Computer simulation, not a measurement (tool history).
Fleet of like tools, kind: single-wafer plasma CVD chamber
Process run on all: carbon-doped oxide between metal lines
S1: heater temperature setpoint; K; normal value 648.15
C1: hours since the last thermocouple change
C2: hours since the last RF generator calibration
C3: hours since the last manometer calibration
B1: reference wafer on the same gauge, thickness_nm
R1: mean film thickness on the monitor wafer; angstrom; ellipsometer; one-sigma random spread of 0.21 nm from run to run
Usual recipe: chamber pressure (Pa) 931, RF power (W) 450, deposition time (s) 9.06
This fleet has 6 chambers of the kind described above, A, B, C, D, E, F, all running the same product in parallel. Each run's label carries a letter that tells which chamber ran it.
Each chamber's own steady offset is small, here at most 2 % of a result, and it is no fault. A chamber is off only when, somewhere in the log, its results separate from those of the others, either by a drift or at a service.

run 1E hour=7.0 | S1=648.15 chamber_pressure_(Pa)=931 RF_power_(W)=450 deposition_time_(s)=9.06 | C1=2032.0 C2=747.5 C3=735.8 | B1=48.770 | R1=427.87
run 2B hour=13.3 | S1=648.15 chamber_pressure_(Pa)=931 RF_power_(W)=450 deposition_time_(s)=9.06 | C1=789.6 C2=310.6 C3=617.1 | B1=48.779 | R1=434.19
run 3A hour=17.9 | S1=648.15 chamber_pressure_(Pa)=931 RF_power_(W)=450 deposition_time_(s)=9.06 | C1=1121.9 C2=1349.9 C3=1229.7 | B1=48.785 | R1=424.93
run 4D hour=25.0 | S1=648.15 chamber_pressure_(Pa)=931 RF_power_(W)=450 deposition_time_(s)=9.06 | C1=1395.6 C2=1313.7 C3=149.5 | B1=48.784 | R1=426.38
run 5C hour=30.2 | S1=648.15 chamber_pressure_(Pa)=931 RF_power_(W)=450 deposition_time_(s)=9.06 | C1=595.6 C2=363.1 C3=95.2 | B1=48.842 | R1=424.88
run 6F hour=35.2 | S1=648.15 chamber_pressure_(Pa)=931 RF_power_(W)=450 deposition_time_(s)=9.06 | C1=1599.8 C2=883.8 C3=801.0 | B1=48.866 | R1=426.97
run 7F hour=40.7 | S1=648.15 chamber_pressure_(Pa)=931 RF_power_(W)=450 deposition_time_(s)=9.06 | C1=1605.3 C2=889.3 C3=806.5 | B1=48.818 | R1=427.64
run 8C hour=45.9 | S1=648.15 chamber_pressure_(Pa)=931 RF_power_(W)=450 deposition_time_(s)=9.06 | C1=611.3 C2=378.8 C3=110.9 | B1=48.767 | R1=430.86
run 9E hour=53.3 | S1=634.15 chamber_pressure_(Pa)=775 RF_power_(W)=450 deposition_time_(s)=9.06 | C1=2078.3 C2=793.8 C3=782.1 | B1=48.811 | R1=434.75
run 10B hour=62.4 | S1=634.15 chamber_pressure_(Pa)=775 RF_power_(W)=450 deposition_time_(s)=9.06 | C1=838.7 C2=359.7 C3=666.2 | B1=48.786 | R1=444.00
run 11A hour=67.6 | S1=634.15 chamber_pressure_(Pa)=775 RF_power_(W)=450 deposition_time_(s)=9.06 | C1=1171.6 C2=1399.6 C3=1279.4 | B1=48.785 | R1=438.05
run 12D hour=76.2 | S1=634.15 chamber_pressure_(Pa)=775 RF_power_(W)=450 deposition_time_(s)=9.06 | C1=1446.8 C2=1364.9 C3=200.7 | B1=48.795 | R1=434.96
run 13A hour=82.2 | S1=634.15 chamber_pressure_(Pa)=775 RF_power_(W)=450 deposition_time_(s)=9.06 | C1=1186.2 C2=1414.2 C3=1294.0 | B1=48.802 | R1=430.87
run 14F hour=86.8 | S1=634.15 chamber_pressure_(Pa)=775 RF_power_(W)=450 deposition_time_(s)=9.06 | C1=1651.4 C2=935.4 C3=852.6 | B1=48.755 | R1=431.34
run 15D hour=93.0 | S1=648.15 chamber_pressure_(Pa)=931 RF_power_(W)=450 deposition_time_(s)=9.06 | C1=1463.6 C2=1381.7 C3=217.5 | B1=48.819 | R1=428.71
run 16E hour=98.9 | S1=648.15 chamber_pressure_(Pa)=931 RF_power_(W)=450 deposition_time_(s)=9.06 | C1=2123.9 C2=839.4 C3=827.7 | B1=48.759 | R1=430.06
run 17B hour=103.8 | S1=648.15 chamber_pressure_(Pa)=931 RF_power_(W)=450 deposition_time_(s)=9.06 | C1=880.1 C2=401.1 C3=707.6 | B1=48.781 | R1=433.44
run 18C hour=112.7 | S1=655.15 chamber_pressure_(Pa)=931 RF_power_(W)=450 deposition_time_(s)=9.06 | C1=678.1 C2=445.6 C3=177.7 | B1=48.858 | R1=420.46
run 19E hour=118.2 | S1=655.15 chamber_pressure_(Pa)=931 RF_power_(W)=450 deposition_time_(s)=9.06 | C1=2143.2 C2=858.7 C3=847.0 | B1=48.763 | R1=426.73
run 20D hour=122.3 | S1=655.15 chamber_pressure_(Pa)=931 RF_power_(W)=450 deposition_time_(s)=9.06 | C1=1492.9 C2=1411.0 C3=246.8 | B1=48.819 | R1=418.60
run 21F hour=128.3 | S1=655.15 chamber_pressure_(Pa)=931 RF_power_(W)=450 deposition_time_(s)=9.06 | C1=1692.9 C2=976.9 C3=894.1 | B1=48.714 | R1=418.42
run 22B hour=135.8 | S1=655.15 chamber_pressure_(Pa)=931 RF_power_(W)=450 deposition_time_(s)=9.06 | C1=912.1 C2=433.1 C3=739.6 | B1=48.722 | R1=429.64
-- hour=140.3 chamber D: RF generator calibrated
run 23A hour=141.5 | S1=655.15 chamber_pressure_(Pa)=931 RF_power_(W)=450 deposition_time_(s)=9.06 | C1=1245.5 C2=1473.5 C3=1353.3 | B1=48.803 | R1=421.67
run 24C hour=146.1 | S1=648.15 chamber_pressure_(Pa)=931 RF_power_(W)=450 deposition_time_(s)=9.06 | C1=711.5 C2=479.0 C3=211.1 | B1=48.757 | R1=427.17
run 25B hour=153.7 | S1=648.15 chamber_pressure_(Pa)=931 RF_power_(W)=450 deposition_time_(s)=9.06 | C1=930.0 C2=451.0 C3=757.5 | B1=48.766 | R1=438.39
run 26D hour=161.6 | S1=648.15 chamber_pressure_(Pa)=931 RF_power_(W)=450 deposition_time_(s)=9.06 | C1=1532.2 C2=21.3 C3=286.1 | B1=48.771 | R1=428.25
run 27A hour=169.7 | S1=648.15 chamber_pressure_(Pa)=931 RF_power_(W)=450 deposition_time_(s)=9.06 | C1=1273.7 C2=1501.7 C3=1381.5 | B1=48.843 | R1=430.81
run 28F hour=174.5 | S1=648.15 chamber_pressure_(Pa)=931 RF_power_(W)=450 deposition_time_(s)=9.06 | C1=1739.1 C2=1023.1 C3=940.3 | B1=48.791 | R1=425.74
run 29C hour=183.1 | S1=648.15 chamber_pressure_(Pa)=931 RF_power_(W)=450 deposition_time_(s)=9.06 | C1=748.5 C2=516.0 C3=248.1 | B1=48.785 | R1=428.29
run 30E hour=190.9 | S1=648.15 chamber_pressure_(Pa)=931 RF_power_(W)=450 deposition_time_(s)=9.06 | C1=2215.9 C2=931.4 C3=919.7 | B1=48.749 | R1=430.63
run 31E hour=195.0 | S1=648.15 chamber_pressure_(Pa)=931 RF_power_(W)=450 deposition_time_(s)=9.06 | C1=2220.0 C2=935.5 C3=923.8 | B1=48.824 | R1=430.24
run 32B hour=203.1 | S1=648.15 chamber_pressure_(Pa)=931 RF_power_(W)=450 deposition_time_(s)=9.06 | C1=979.4 C2=500.4 C3=806.9 | B1=48.814 | R1=432.50
run 33D hour=212.2 | S1=648.15 chamber_pressure_(Pa)=931 RF_power_(W)=450 deposition_time_(s)=9.06 | C1=1582.8 C2=71.9 C3=336.7 | B1=48.773 | R1=425.98
run 34F hour=218.7 | S1=648.15 chamber_pressure_(Pa)=931 RF_power_(W)=450 deposition_time_(s)=9.06 | C1=1783.3 C2=1067.3 C3=984.5 | B1=48.785 | R1=425.15
run 35C hour=224.7 | S1=648.15 chamber_pressure_(Pa)=931 RF_power_(W)=450 deposition_time_(s)=9.06 | C1=790.1 C2=557.6 C3=289.7 | B1=48.818 | R1=427.91
run 36A hour=233.8 | S1=648.15 chamber_pressure_(Pa)=931 RF_power_(W)=450 deposition_time_(s)=9.06 | C1=1337.8 C2=1565.8 C3=1445.6 | B1=48.793 | R1=426.37
run 37D hour=237.9 | S1=648.15 chamber_pressure_(Pa)=931 RF_power_(W)=450 deposition_time_(s)=9.06 | C1=1608.5 C2=97.6 C3=362.4 | B1=48.828 | R1=428.56
run 38F hour=242.4 | S1=648.15 chamber_pressure_(Pa)=931 RF_power_(W)=450 deposition_time_(s)=9.06 | C1=1807.0 C2=1091.0 C3=1008.2 | B1=48.738 | R1=421.51
run 39B hour=251.8 | S1=648.15 chamber_pressure_(Pa)=931 RF_power_(W)=450 deposition_time_(s)=9.06 | C1=1028.1 C2=549.1 C3=855.6 | B1=48.794 | R1=436.05
run 40C hour=256.3 | S1=648.15 chamber_pressure_(Pa)=931 RF_power_(W)=450 deposition_time_(s)=8.00 | C1=821.7 C2=589.2 C3=321.3 | B1=48.777 | R1=379.96
run 41E hour=264.7 | S1=648.15 chamber_pressure_(Pa)=931 RF_power_(W)=450 deposition_time_(s)=8.00 | C1=2289.7 C2=1005.2 C3=993.5 | B1=48.767 | R1=382.97
run 42A hour=271.9 | S1=648.15 chamber_pressure_(Pa)=931 RF_power_(W)=450 deposition_time_(s)=8.00 | C1=1375.9 C2=1603.9 C3=1483.7 | B1=48.757 | R1=380.86

Does one chamber stand apart from the rest, does the shared gauge drift, or is all well apart from small per-chamber offsets? Give the chamber and the most likely cause, where there is one.

Nothing is wrong: each chamber keeps only its own small, steady offset and the gauge holds still.
